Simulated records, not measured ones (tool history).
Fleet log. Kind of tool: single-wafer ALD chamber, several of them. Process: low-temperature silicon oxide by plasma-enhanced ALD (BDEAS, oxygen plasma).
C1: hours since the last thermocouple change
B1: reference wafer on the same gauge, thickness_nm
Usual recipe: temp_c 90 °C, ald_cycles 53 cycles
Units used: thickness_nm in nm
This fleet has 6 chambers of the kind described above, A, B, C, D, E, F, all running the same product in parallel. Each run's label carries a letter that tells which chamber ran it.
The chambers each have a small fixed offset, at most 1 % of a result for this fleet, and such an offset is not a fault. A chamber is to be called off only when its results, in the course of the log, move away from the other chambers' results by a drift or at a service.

Run 1F, hour 4.9: usual settings; C1 993.4; B1 6.7484. Result: thickness_nm 7.85 nm.
Run 2C, hour 12.6: usual settings; C1 1636.9; B1 6.7453. Result: thickness_nm 7.7575 nm.
Run 3E, hour 18.5: usual settings; C1 354.7; B1 6.7468. Result: thickness_nm 7.8654 nm.
Run 4A, hour 24.6: usual settings; C1 646.4; B1 6.7547. Result: thickness_nm 7.8387 nm.
Run 5D, hour 29.9: usual settings; C1 69.4; B1 6.7583. Result: thickness_nm 7.7622 nm.
Run 6B, hour 35.6: usual settings; C1 242.2; B1 6.7514. Result: thickness_nm 7.8623 nm.
Run 7D, hour 44.1: usual settings; C1 83.6; B1 6.7561. Result: thickness_nm 7.8601 nm.
Run 8C, hour 48.9: usual settings but temp_c 81 °C; C1 1673.2; B1 6.7579. Result: thickness_nm 8.0783 nm.
Run 9B, hour 56.3: usual settings but temp_c 81 °C; C1 262.9; B1 6.7448. Result: thickness_nm 8.1099 nm.
Run 10A, hour 63.8: usual settings but temp_c 81 °C; C1 685.6; B1 6.7494. Result: thickness_nm 8.0229 nm.
Run 11F, hour 72.3: usual settings but temp_c 81 °C; C1 1060.8; B1 6.7461. Result: thickness_nm 8.1229 nm.
Run 12E, hour 77.4: usual settings but temp_c 81 °C; C1 413.6; B1 6.75. Result: thickness_nm 8.0905 nm.
Run 13F, hour 81.6: usual settings but temp_c 81 °C; C1 1070.1; B1 6.7556. Result: thickness_nm 8.1259 nm.
Run 14C, hour 90.4: usual settings; C1 1714.7; B1 6.7443. Result: thickness_nm 7.8763 nm.
Run 15D, hour 96.5: usual settings; C1 136; B1 6.7464. Result: thickness_nm 7.8485 nm.
Run 16E, hour 102.1: usual settings; C1 438.3; B1 6.7451. Result: thickness_nm 7.8237 nm.
Run 17A, hour 108.5: usual settings; C1 730.3; B1 6.7452. Result: thickness_nm 7.8294 nm.
Run 18B, hour 116.7: usual settings; C1 323.3; B1 6.7546. Result: thickness_nm 7.8668 nm.
Run 19A, hour 123.9: usual settings but temp_c 100 °C; C1 745.7; B1 6.7445. Result: thickness_nm 7.5839 nm.
Run 20D, hour 129.7: usual settings but temp_c 100 °C; C1 169.2; B1 6.7556. Result: thickness_nm 7.5694 nm.
Run 21B, hour 134.8: usual settings but temp_c 100 °C; C1 341.4; B1 6.7557. Result: thickness_nm 7.5604 nm.
Run 22F, hour 141.1: usual settings but temp_c 100 °C; C1 1129.6; B1 6.7502. Result: thickness_nm 7.6634 nm.
Run 23C, hour 146.4: usual settings but temp_c 100 °C; C1 1770.7; B1 6.7594. Result: thickness_nm 7.5639 nm.
Run 24E, hour 154.9: usual settings but temp_c 100 °C; C1 491.1; B1 6.7582. Result: thickness_nm 7.5722 nm.
Run 25D, hour 159.7: usual settings; C1 199.2; B1 6.7601. Result: thickness_nm 7.8482 nm.
Run 26F, hour 167: usual settings but temp_c 79 °C; C1 1155.5; B1 6.7458. Result: thickness_nm 8.1062 nm.
Run 27A, hour 174.6: usual settings but temp_c 79 °C; C1 796.4; B1 6.7446. Result: thickness_nm 8.1005 nm.
Run 28C, hour 180.4: usual settings but temp_c 79 °C; C1 1804.7; B1 6.7589. Result: thickness_nm 8.1197 nm.
Run 29B, hour 188.5: usual settings but temp_c 79 °C; C1 395.1; B1 6.7484. Result: thickness_nm 8.1287 nm.
Run 30E, hour 193.8: usual settings but temp_c 79 °C; C1 530; B1 6.7523. Result: thickness_nm 8.1291 nm.
Run 31E, hour 198.5: usual settings but temp_c 79 °C; C1 534.7; B1 6.7545. Result: thickness_nm 8.0873 nm.
Run 32B, hour 206.3: usual settings but temp_c 77 °C, ald_cycles 46 cycles; C1 412.9; B1 6.7577. Result: thickness_nm 7.1088 nm.
Run 33F, hour 210.7: usual settings but temp_c 77 °C, ald_cycles 46 cycles; C1 1199.2; B1 6.7458. Result: thickness_nm 7.1868 nm.
Run 34D, hour 217.2: usual settings but temp_c 77 °C, ald_cycles 46 cycles; C1 256.7; B1 6.7593. Result: thickness_nm 7.1089 nm.
Run 35C, hour 224.5: usual settings but temp_c 77 °C, ald_cycles 46 cycles; C1 1848.8; B1 6.7629. Result: thickness_nm 7.0851 nm.
Run 36A, hour 230: usual settings but temp_c 77 °C, ald_cycles 46 cycles; C1 851.8; B1 6.7559. Result: thickness_nm 7.0405 nm.
Run 37F, hour 236.7: usual settings but temp_c 77 °C, ald_cycles 46 cycles; C1 1225.2; B1 6.7419. Result: thickness_nm 7.1267 nm.

Is one chamber out of step, is the gauge drifting, or do the chambers differ by no more than their own small offsets? For an off chamber, give its letter and the likeliest cause.

Beyond each chamber's small constant offset nothing stands out, and the gauge stays steady.

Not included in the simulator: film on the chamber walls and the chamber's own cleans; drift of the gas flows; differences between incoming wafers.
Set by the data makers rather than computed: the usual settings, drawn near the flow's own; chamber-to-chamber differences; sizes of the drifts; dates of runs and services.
